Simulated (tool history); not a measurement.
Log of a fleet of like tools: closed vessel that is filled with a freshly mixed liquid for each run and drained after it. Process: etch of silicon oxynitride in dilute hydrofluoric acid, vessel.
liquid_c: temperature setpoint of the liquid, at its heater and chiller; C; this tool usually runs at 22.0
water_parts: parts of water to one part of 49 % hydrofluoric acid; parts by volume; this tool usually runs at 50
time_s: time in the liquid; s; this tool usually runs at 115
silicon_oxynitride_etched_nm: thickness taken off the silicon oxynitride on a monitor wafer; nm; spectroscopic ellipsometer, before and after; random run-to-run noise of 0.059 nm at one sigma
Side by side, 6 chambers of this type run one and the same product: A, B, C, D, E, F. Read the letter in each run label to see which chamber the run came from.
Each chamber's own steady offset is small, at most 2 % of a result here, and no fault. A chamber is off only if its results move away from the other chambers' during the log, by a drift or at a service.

| run | hour | liquid_c | water_parts | time_s | read-back film thickness of the silicon oxynitride reference wafer, read on the same gauge (nm) | silicon_oxynitride_etched_nm |
|---|---|---|---|---|---|---|
| 1C | 5.0 | 22.0 | 50 | 115 | 129.99 | 8.0223 |
| 2B | 12.6 | 22.0 | 50 | 115 | 130.00 | 8.0114 |
| 3F | 16.8 | 22.0 | 50 | 115 | 129.97 | 8.0509 |
| 4A | 23.3 | 22.0 | 50 | 115 | 130.01 | 7.9413 |
| 5E | 27.7 | 22.0 | 50 | 115 | 130.01 | 8.1728 |
| 6D | 32.6 | 22.0 | 50 | 115 | 130.02 | 8.0238 |
| 7B | 39.3 | 22.0 | 50 | 115 | 130.02 | 8.1296 |
|  | 42.1 | chamber B: hydrofluoric acid flow meter replaced |
| 8D | 46.1 | 22.0 | 25 | 115 | 129.99 | 16.3720 |
| 9F | 49.8 | 22.0 | 25 | 115 | 130.00 | 16.1410 |
|  | 52.5 | chamber C: hydrofluoric acid flow meter replaced |
| 10C | 53.4 | 22.0 | 25 | 115 | 130.00 | 16.1530 |
| 11E | 60.9 | 22.0 | 25 | 115 | 130.00 | 16.4190 |
| 12A | 65.7 | 22.0 | 25 | 115 | 129.96 | 16.1340 |
| 13A | 72.8 | 22.0 | 25 | 115 | 130.01 | 16.5500 |
| 14D | 78.3 | 22.0 | 50 | 115 | 129.95 | 7.9016 |
| 15C | 82.5 | 22.0 | 50 | 115 | 129.98 | 8.0706 |
| 16F | 88.2 | 22.0 | 50 | 115 | 130.02 | 7.9903 |
|  | 90.0 | chamber F: thermometer replaced |
| 17B | 95.3 | 22.0 | 50 | 115 | 130.01 | 7.9044 |
| 18E | 99.3 | 22.0 | 50 | 115 | 130.05 | 8.1191 |
| 19C | 103.4 | 22.0 | 50 | 115 | 130.04 | 8.0619 |
| 20A | 108.8 | 22.0 | 50 | 115 | 130.02 | 7.9502 |
| 21E | 112.6 | 23.5 | 50 | 175 | 129.97 | 13.3900 |
| 22F | 118.3 | 23.5 | 50 | 175 | 130.00 | 13.1440 |
| 23D | 126.0 | 23.5 | 50 | 175 | 130.02 | 12.9910 |
| 24B | 130.0 | 23.5 | 50 | 175 | 130.01 | 12.5840 |
| 25F | 136.3 | 23.5 | 50 | 175 | 130.00 | 13.1060 |
| 26E | 143.3 | 23.5 | 50 | 175 | 130.01 | 13.2500 |
| 27D | 148.7 | 22.0 | 50 | 115 | 130.01 | 7.9670 |
| 28C | 152.4 | 22.0 | 50 | 115 | 130.00 | 8.0033 |
| 29B | 157.7 | 22.0 | 50 | 115 | 129.99 | 7.5828 |
| 30A | 164.5 | 22.0 | 50 | 115 | 130.01 | 8.0008 |
| 31F | 169.6 | 22.0 | 50 | 115 | 130.02 | 8.0457 |
| 32E | 173.4 | 22.0 | 50 | 175 | 130.00 | 12.4360 |
| 33D | 181.1 | 22.0 | 50 | 175 | 130.02 | 12.1510 |
| 34B | 188.8 | 22.0 | 50 | 175 | 130.02 | 11.2150 |
| 35A | 194.8 | 22.0 | 50 | 175 | 129.98 | 12.3240 |
| 36C | 202.4 | 22.0 | 50 | 175 | 130.01 | 12.2570 |
| 37B | 205.9 | 22.0 | 50 | 175 | 130.01 | 11.0110 |
| 38C | 210.0 | 22.0 | 50 | 115 | 129.96 | 8.0899 |
| 39E | 217.3 | 22.0 | 50 | 115 | 129.98 | 8.1435 |

Is one chamber off against the others, does the gauge drift, or is nothing wrong? If a chamber is off, say which, and what the likeliest cause is.

It is chamber B that slowly wanders off from its peers.
What lies behind it: liquid colder than its thermometer reads (K) = 2.03.
The log might look much the same if the cause were instead: hydrofluoric acid flow below the setpoint (%).

Here are 4 candidates for chamber B's next run, each the usual settings with a change, their results left as question marks. Which one brings its results back in line with what the others give on the usual settings?
In line means no further than this from the other chambers' mean on the usual settings: silicon_oxynitride_etched_nm 0.2100 nm
| 40B-1 | 222.9 | 22.0 | 50 | 120 |  | ? |
| 40B-2 | 222.9 | 22.0 | 50 | 110 |  | ? |
| 40B-3 | 222.9 | 22.0 | 55 | 115 |  | ? |
| 40B-4 | 222.9 | 22.5 | 50 | 125 |  | ? |

What the other chambers average on the usual settings: silicon_oxynitride_etched_nm 8.0342 nm
| run | silicon_oxynitride_etched_nm |
|---|---|
| 40B-1 | 7.5465 |
| 40B-2 | 6.9176 |
| 40B-3 | 6.5486 |
| 40B-4 | 8.0609 |
40B-4 is the one that brings the chamber's results back in line with the other chambers.
